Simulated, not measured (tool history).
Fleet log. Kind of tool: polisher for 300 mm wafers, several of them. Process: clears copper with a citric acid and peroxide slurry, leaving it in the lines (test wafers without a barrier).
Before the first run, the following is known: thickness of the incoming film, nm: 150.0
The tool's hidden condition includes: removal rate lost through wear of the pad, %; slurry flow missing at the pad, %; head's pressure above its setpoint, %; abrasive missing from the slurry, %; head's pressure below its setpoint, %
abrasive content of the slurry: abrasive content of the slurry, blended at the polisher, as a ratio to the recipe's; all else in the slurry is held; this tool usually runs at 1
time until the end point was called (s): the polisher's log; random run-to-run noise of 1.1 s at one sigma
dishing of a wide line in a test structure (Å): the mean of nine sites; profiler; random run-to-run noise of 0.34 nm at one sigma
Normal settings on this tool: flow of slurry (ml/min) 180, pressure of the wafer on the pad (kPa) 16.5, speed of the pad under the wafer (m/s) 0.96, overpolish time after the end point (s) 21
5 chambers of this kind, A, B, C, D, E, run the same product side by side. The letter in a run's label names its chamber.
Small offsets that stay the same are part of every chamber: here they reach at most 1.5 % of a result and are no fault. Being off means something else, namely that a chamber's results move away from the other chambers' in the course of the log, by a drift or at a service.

run     day  flow of slurry (ml/min)  pressure of the wafer on the pad (kPa)  speed of the pad under the wafer (m/s)  abrasive content of the slurry  overpolish time after the end point (s)  wafers polished on this pad  hours since the slurry nozzle was cleaned  hours since the head pressure was calibrated  hours since the slurry blender was calibrated  time until the end point was called (s)  dishing of a wide line in a test structure (Å)
      0.108  -- chamber E: slurry nozzle cleaned
 1B   0.229                      180                                    16.5                                    0.96                               1                                       21                          261                                      307.6                                         686.3                                            7.3                                   71.634                                           286.6
 2A   0.621                      180                                    16.5                                    0.96                               1                                       21                          720                                      237.2                                         922.1                                          258.2                                   72.104                                          293.73
      0.846  -- chamber C: worn pad replaced by a new one
 3C   0.979                      180                                    16.5                                    0.96                               1                                       21                           36                                      248.7                                          77.8                                          132.2                                   75.192                                          294.78
 4D   1.192                      180                                    16.5                                    0.96                               1                                       21                          444                                      600.4                                         484.4                                          116.7                                   73.098                                          287.43
 5E   1.604                      180                                    16.5                                    0.96                               1                                       21                         1196                                       35.9                                         315.3                                          283.9                                   72.101                                          285.54
 6E   1.808                      180                                    16.5                                    0.96                               1                                       21                         1251                                       40.8                                         320.2                                          288.8                                    71.98                                          291.15
      1.846  -- chamber A: worn pad replaced by a new one
      1.933  -- chamber A: head pressure recalibrated
 7B    2.05                      180                                    16.5                                    0.96                               1                                       21                          756                                      351.3                                           730                                             51                                   72.525                                          292.29
      2.108  -- chamber E: worn pad replaced by a new one
      2.221  -- chamber B: worn pad replaced by a new one
 8C   2.433                      180                                    16.5                                    0.96                               1                                       21                          431                                      283.6                                         112.7                                          167.1                                   71.914                                           291.3
 9D   2.792                      180                                    16.5                                    0.96                               1                                       21                          879                                      638.8                                         522.8                                          155.1                                   72.836                                          289.41
10A   2.992                      180                                    16.5                                    0.96                               1                                       21                          311                                      294.1                                          25.4                                          315.1                                   71.674                                          291.71
      3.212  -- chamber C: worn pad replaced by a new one
      3.275  -- chamber D: worn pad replaced by a new one
11A   3.279                      180                                    16.5                                    1.18                             0.8                                       21                          389                                        301                                          32.3                                            322                                   61.616                                          330.37
12D   3.604                      180                                    16.5                                    1.18                             0.8                                       21                           90                                      658.3                                         542.3                                          174.6                                   63.146                                          321.36
13E   3.842                      180                                    16.5                                    1.18                             0.8                                       21                          471                                       89.6                                           369                                          337.6                                   61.489                                          327.38
14C   4.083                      180                                    16.5                                    1.18                             0.8                                       21                          236                                      323.2                                         152.3                                          206.7                                   61.794                                          323.73
15B   4.292                      180                                    16.5                                    1.18                             0.8                                       21                          563                                      405.1                                         783.8                                          104.8                                   62.765                                          332.54
16C   4.712                      180                                    16.5                                    0.96                               1                                       21                          407                                      338.3                                         167.4                                          221.8                                   73.533                                          290.43
      4.808  -- chamber A: slurry blender recalibrated
      4.817  -- chamber B: slurry nozzle cleaned
      4.925  -- chamber C: slurry blender recalibrated
17B   4.962                      180                                    16.5                                    0.96                               1                                       21                          745                                        3.6                                         799.9                                          120.9                                   74.031                                          292.15
      5.038  -- chamber D: slurry nozzle cleaned
18E   5.383                      180                                    16.5                                    0.96                               1                                       21                          890                                      126.6                                           406                                          374.6                                   74.635                                          292.48
19D   5.658                      180                                    16.5                                    0.96                               1                                       21                          648                                         15                                         591.6                                          223.9                                   74.239                                          292.23
      5.704  -- chamber B: worn pad replaced by a new one
        5.8  -- chamber A: worn pad replaced by a new one
20A   5.938                      180                                    16.5                                    0.96                               1                                       21                           38                                      364.8                                          96.1                                           27.2                                    72.48                                          293.17
      6.117  -- chamber C: worn pad replaced by a new one
21A   6.312                      180                                    16.5                                    0.96                               1                                       21                          140                                      373.8                                         105.1                                           36.2                                   71.028                                          290.88
22E   6.708                      180                                    18.6                                    0.96                               1                                       25                         1250                                      158.4                                         437.8                                          406.4                                    64.27                                          370.06
23B   6.996                      180                                    18.6                                    0.96                               1                                       25                          351                                       52.4                                         848.7                                          169.7                                   65.357                                          378.79
24D   7.229                      180                                    18.6                                    0.96                               1                                       25                         1075                                       52.7                                         629.3                                          261.6                                   66.771                                          369.26
       7.35  -- chamber C: slurry nozzle cleaned
        7.5  -- chamber B: slurry blender recalibrated
      7.617  -- chamber D: worn pad replaced by a new one
      7.646  -- chamber E: worn pad replaced by a new one
25C   7.667                      180                                    18.6                                    0.96                               1                                       25                          422                                        7.7                                         238.3                                           65.8                                   65.691                                          373.57
      7.912  -- chamber E: head pressure recalibrated
26A   7.954                      180                                    18.6                                    0.96                               1                                       25                          586                                      413.2                                         144.5                                           75.6                                   64.098                                          369.85
      7.967  -- chamber E: slurry blender recalibrated
27C   8.275                      180                                    16.5                                    0.96                               1                                       21                          587                                       22.3                                         252.9                                           80.4                                   73.951                                          290.83
      8.338  -- chamber B: worn pad replaced by a new one
      8.454  -- chamber C: worn pad replaced by a new one
28B   8.621                      180                                    16.5                                    0.96                               1                                       21                           77                                       91.4                                         887.7                                           26.9                                   71.306                                          291.91
29D   9.038                      180                                    16.5                                    0.96                               1                                       21                          386                                       96.1                                         672.7                                            305                                   71.981                                          287.58
      9.092  -- chamber C: head pressure recalibrated
      9.246  -- chamber A: worn pad replaced by a new one
30E   9.367                      180                                    16.5                                    0.96                               1                                       21                          468                                      222.2                                            35                                           33.6                                     72.7                                          293.03
31C   9.725                      180                                    16.5                                    0.96                               1                                       21                          346                                       57.1                                          15.2                                          115.2                                   73.939                                          290.51
32D  10.079                      180                                    16.5                                    0.96                               1                                       21                          669                                      121.1                                         697.7                                            330                                   71.714                                          293.08
33E  10.304                      180                                    16.5                                    0.96                               1                                       21                          722                                      244.7                                          57.5                                           56.1                                   71.233                                          291.72
34B  10.529                      180                                    16.5                                    0.96                               1                                       21                          595                                      137.2                                         933.5                                           72.7                                    72.07                                          294.27
35A   10.75                      180                                    16.5                                    0.96                               1                                       21                          409                                      480.3                                         211.6                                          142.7                                   72.127                                          290.13
     10.942  -- chamber C: worn pad replaced by a new one
36A  11.042                      180                                    16.5                                    0.96                               1                                       21                          488                                      487.3                                         218.6                                          149.7                                   73.002                                          292.73
37D  11.458                      180                                    16.5                                    0.96                               1                                       21                         1044                                      154.2                                         730.8                                          363.1                                   73.394                                          294.98
     11.717  -- chamber B: worn pad replaced by a new one
38B   11.85                      180                                    16.5                                    0.96                               1                                       21                           37                                      168.9                                         965.2                                          104.4                                    71.45                                          295.99
39E    12.1                      180                                    16.5                                    0.96                               1                                       21                         1210                                      287.8                                         100.6                                           99.2                                   72.784                                          293.48
     12.179  -- chamber D: worn pad replaced by a new one
40C  12.529                      180                                    16.5                                    0.96                               1                                       21                          431                                      124.4                                          82.5                                          182.5                                   72.508                                          291.79
     12.621  -- chamber A: worn pad replaced by a new one
41D  12.875                      180                                    16.5                                    0.96                               1                                       29                          189                                      188.2                                         764.8                                          397.1                                   73.289                                          375.26
     12.938  -- chamber E: worn pad replaced by a new one
42A  13.196                      180                                    16.5                                    0.96                               1                                       29                          156                                        539                                         270.3                                          201.4                                   71.996                                          380.26
43E  13.646                      180                                    16.5                                    0.96                               1                                       29                          192                                      324.9                                         137.7                                          136.3                                   72.805                                          376.11

What goes on in this fleet: one chamber off, a drifting gauge, or nothing beyond the chambers' own small offsets? Name the chamber and the cause, if any.

No chamber stands off beyond its own small offset, and the gauge holds steady.

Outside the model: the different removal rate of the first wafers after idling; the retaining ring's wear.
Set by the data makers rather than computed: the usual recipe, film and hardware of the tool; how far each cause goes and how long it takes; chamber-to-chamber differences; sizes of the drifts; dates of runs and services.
